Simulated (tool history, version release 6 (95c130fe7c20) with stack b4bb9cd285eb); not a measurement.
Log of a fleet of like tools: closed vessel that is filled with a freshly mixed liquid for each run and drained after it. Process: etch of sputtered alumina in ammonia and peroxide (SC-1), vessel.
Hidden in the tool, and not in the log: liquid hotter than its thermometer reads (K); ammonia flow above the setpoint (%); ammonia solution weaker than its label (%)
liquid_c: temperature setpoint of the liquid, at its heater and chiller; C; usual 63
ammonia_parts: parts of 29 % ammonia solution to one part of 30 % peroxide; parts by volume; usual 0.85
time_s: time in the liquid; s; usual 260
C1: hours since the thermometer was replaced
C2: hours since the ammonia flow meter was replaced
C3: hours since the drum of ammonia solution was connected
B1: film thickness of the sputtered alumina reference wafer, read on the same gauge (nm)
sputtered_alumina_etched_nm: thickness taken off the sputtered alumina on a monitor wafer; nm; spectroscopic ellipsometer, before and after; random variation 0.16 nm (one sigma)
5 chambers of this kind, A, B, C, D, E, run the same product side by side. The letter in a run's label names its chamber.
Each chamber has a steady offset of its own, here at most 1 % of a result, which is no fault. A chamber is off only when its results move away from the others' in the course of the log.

Run 1A, hour 10.8: usual settings; C1 233.1; C2 810.7; C3 126.6; B1 90.002. Result: sputtered_alumina_etched_nm 26.026 nm.
Run 2B, hour 19.6: usual settings; C1 138.1; C2 908.3; C3 289.8; B1 90.005. Result: sputtered_alumina_etched_nm 26.132 nm.
Run 3C, hour 27.6: usual settings; C1 220.3; C2 131.4; C3 661.7; B1 89.973. Result: sputtered_alumina_etched_nm 25.733 nm.
Run 4D, hour 34.3: usual settings; C1 545.9; C2 421.0; C3 452.7; B1 89.979. Result: sputtered_alumina_etched_nm 26.285 nm.
Run 5E, hour 42.9: usual settings; C1 1157.5; C2 1025.4; C3 376.9; B1 90.031. Result: sputtered_alumina_etched_nm 26.538 nm.
Run 6E, hour 52.2: usual settings; C1 1166.8; C2 1034.7; C3 386.2; B1 89.944. Result: sputtered_alumina_etched_nm 26.591 nm.
At hour 58.7: chamber A: ammonia flow meter replaced.
Run 7B, hour 63.8: usual settings; C1 182.3; C2 952.5; C3 334.0; B1 90.007. Result: sputtered_alumina_etched_nm 26.012 nm.
At hour 66.7: chamber B: new drum of ammonia solution connected.
Run 8C, hour 70.7: usual settings but ammonia_parts 1.00 parts by volume, time_s 160 s; C1 263.4; C2 174.5; C3 704.8; B1 90.046. Result: sputtered_alumina_etched_nm 16.168 nm.
Run 9D, hour 78.8: usual settings but ammonia_parts 1.00 parts by volume, time_s 160 s; C1 590.4; C2 465.5; C3 497.2; B1 90.026. Result: sputtered_alumina_etched_nm 16.337 nm.
At hour 81.8: chamber D: thermometer replaced.
Run 10A, hour 88.8: usual settings but ammonia_parts 1.00 parts by volume, time_s 160 s; C1 311.1; C2 30.2; C3 204.6; B1 89.976. Result: sputtered_alumina_etched_nm 16.462 nm.
Run 11A, hour 101.5: usual settings but ammonia_parts 1.00 parts by volume, time_s 160 s; C1 323.8; C2 42.9; C3 217.3; B1 90.029. Result: sputtered_alumina_etched_nm 16.367 nm.
Run 12D, hour 114.6: usual settings but ammonia_parts 1.00 parts by volume, time_s 160 s; C1 32.9; C2 501.3; C3 533.0; B1 90.044. Result: sputtered_alumina_etched_nm 16.196 nm.
Run 13B, hour 127.1: usual settings but liquid_c 60 C, ammonia_parts 1.20 parts by volume; C1 245.6; C2 1015.8; C3 60.4; B1 90.040. Result: sputtered_alumina_etched_nm 23.327 nm.
Run 14E, hour 136.9: usual settings but liquid_c 60 C, ammonia_parts 1.20 parts by volume; C1 1251.5; C2 1119.4; C3 470.9; B1 89.999. Result: sputtered_alumina_etched_nm 23.921 nm.
Run 15C, hour 144.4: usual settings but liquid_c 60 C, ammonia_parts 1.20 parts by volume; C1 337.1; C2 248.2; C3 778.5; B1 89.960. Result: sputtered_alumina_etched_nm 23.126 nm.
Run 16E, hour 153.3: usual settings but liquid_c 60 C, ammonia_parts 1.20 parts by volume; C1 1267.9; C2 1135.8; C3 487.3; B1 90.017. Result: sputtered_alumina_etched_nm 23.916 nm.
At hour 157.7: chamber A: new drum of ammonia solution connected.
Run 17B, hour 164.3: usual settings but liquid_c 60 C, ammonia_parts 1.20 parts by volume; C1 282.8; C2 1053.0; C3 97.6; B1 89.995. Result: sputtered_alumina_etched_nm 23.357 nm.
Run 18D, hour 171.8: usual settings; C1 90.1; C2 558.5; C3 590.2; B1 89.985. Result: sputtered_alumina_etched_nm 26.000 nm.
Run 19A, hour 181.7: usual settings; C1 404.0; C2 123.1; C3 24.1; B1 90.006. Result: sputtered_alumina_etched_nm 26.383 nm.
Run 20C, hour 191.1: usual settings; C1 383.8; C2 294.9; C3 825.2; B1 89.965. Result: sputtered_alumina_etched_nm 25.827 nm.
Run 21C, hour 203.8: usual settings but ammonia_parts 1.10 parts by volume; C1 396.5; C2 307.6; C3 837.9; B1 89.979. Result: sputtered_alumina_etched_nm 26.569 nm.
Run 22B, hour 211.8: usual settings but ammonia_parts 1.10 parts by volume; C1 330.3; C2 1100.5; C3 145.1; B1 90.065. Result: sputtered_alumina_etched_nm 26.731 nm.
Run 23A, hour 222.1: usual settings but ammonia_parts 1.10 parts by volume; C1 444.4; C2 163.5; C3 64.5; B1 89.975. Result: sputtered_alumina_etched_nm 27.119 nm.
At hour 223.1: chamber D: ammonia flow meter replaced.
Run 24D, hour 228.3: usual settings but ammonia_parts 1.10 parts by volume; C1 146.6; C2 5.2; C3 646.7; B1 90.009. Result: sputtered_alumina_etched_nm 26.851 nm.
Run 25E, hour 238.8: usual settings but ammonia_parts 1.10 parts by volume; C1 1353.4; C2 1221.3; C3 572.8; B1 89.989. Result: sputtered_alumina_etched_nm 27.868 nm.
Run 26D, hour 247.1: usual settings; C1 165.4; C2 24.0; C3 665.5; B1 89.971. Result: sputtered_alumina_etched_nm 25.965 nm.
At hour 258.2: chamber B: ammonia flow meter replaced.
Run 27C, hour 259.2: usual settings; C1 451.9; C2 363.0; C3 893.3; B1 89.974. Result: sputtered_alumina_etched_nm 26.088 nm.
Run 28E, hour 265.9: usual settings; C1 1380.5; C2 1248.4; C3 599.9; B1 89.989. Result: sputtered_alumina_etched_nm 27.560 nm.
At hour 271.2: chamber C: ammonia flow meter replaced.
Run 29B, hour 279.2: usual settings but ammonia_parts 0.60 parts by volume; C1 397.7; C2 21.0; C3 212.5; B1 90.009. Result: sputtered_alumina_etched_nm 25.167 nm.
Run 30A, hour 285.3: usual settings but ammonia_parts 0.60 parts by volume; C1 507.6; C2 226.7; C3 127.7; B1 90.045. Result: sputtered_alumina_etched_nm 25.224 nm.
Run 31D, hour 291.2: usual settings but ammonia_parts 0.60 parts by volume; C1 209.5; C2 68.1; C3 709.6; B1 90.026. Result: sputtered_alumina_etched_nm 25.252 nm.
Run 32B, hour 301.6: usual settings but ammonia_parts 0.60 parts by volume; C1 420.1; C2 43.4; C3 234.9; B1 90.009. Result: sputtered_alumina_etched_nm 25.373 nm.
Run 33C, hour 311.7: usual settings but ammonia_parts 0.60 parts by volume; C1 504.4; C2 40.5; C3 945.8; B1 89.938. Result: sputtered_alumina_etched_nm 24.981 nm.
Run 34E, hour 324.2: usual settings; C1 1438.8; C2 1306.7; C3 658.2; B1 90.009. Result: sputtered_alumina_etched_nm 27.510 nm.
Run 35A, hour 337.4: usual settings but ammonia_parts 0.50 parts by volume; C1 559.7; C2 278.8; C3 179.8; B1 89.984. Result: sputtered_alumina_etched_nm 24.938 nm.
Run 36A, hour 347.1: usual settings but ammonia_parts 0.50 parts by volume; C1 569.4; C2 288.5; C3 189.5; B1 89.994. Result: sputtered_alumina_etched_nm 25.315 nm.
Run 37E, hour 358.1: usual settings but ammonia_parts 0.50 parts by volume; C1 1472.7; C2 1340.6; C3 692.1; B1 89.959. Result: sputtered_alumina_etched_nm 26.279 nm.
Run 38B, hour 368.7: usual settings but ammonia_parts 0.50 parts by volume; C1 487.2; C2 110.5; C3 302.0; B1 90.044. Result: sputtered_alumina_etched_nm 24.950 nm.
Run 39C, hour 380.6: usual settings but ammonia_parts 0.50 parts by volume; C1 573.3; C2 109.4; C3 1014.7; B1 89.981. Result: sputtered_alumina_etched_nm 24.617 nm.

Is one chamber off against the others, does the gauge drift, or is nothing wrong? If a chamber is off, say which, and what the likeliest cause is.

Chamber E drifts away from the others.
Cause: liquid hotter than its thermometer reads (K) = 1.1.

Here are 4 candidates for chamber E's next run, each the usual settings with a change, their results left as question marks. Which one brings its results back in line with what the others give on the usual settings?
In line means no further than this from the other chambers' mean on the usual settings: sputtered_alumina_etched_nm 0.550 nm
Run 40E-1, hour 390.3: usual settings but liquid_c 62.5 C. Result: sputtered_alumina_etched_nm ?.
Run 40E-2, hour 390.3: usual settings but liquid_c 63.5 C. Result: sputtered_alumina_etched_nm ?.
Run 40E-3, hour 390.3: usual settings but time_s 245 s. Result: sputtered_alumina_etched_nm ?.
Run 40E-4, hour 390.3: usual settings but time_s 280 s. Result: sputtered_alumina_etched_nm ?.

The other chambers' mean on the usual settings: sputtered_alumina_etched_nm 26.110 nm
  run  sputtered_alumina_etched_nm
40E-1                       27.289
40E-2                       28.700
40E-3                       26.366
40E-4                       30.132
40E-3 brings the chamber back in line.
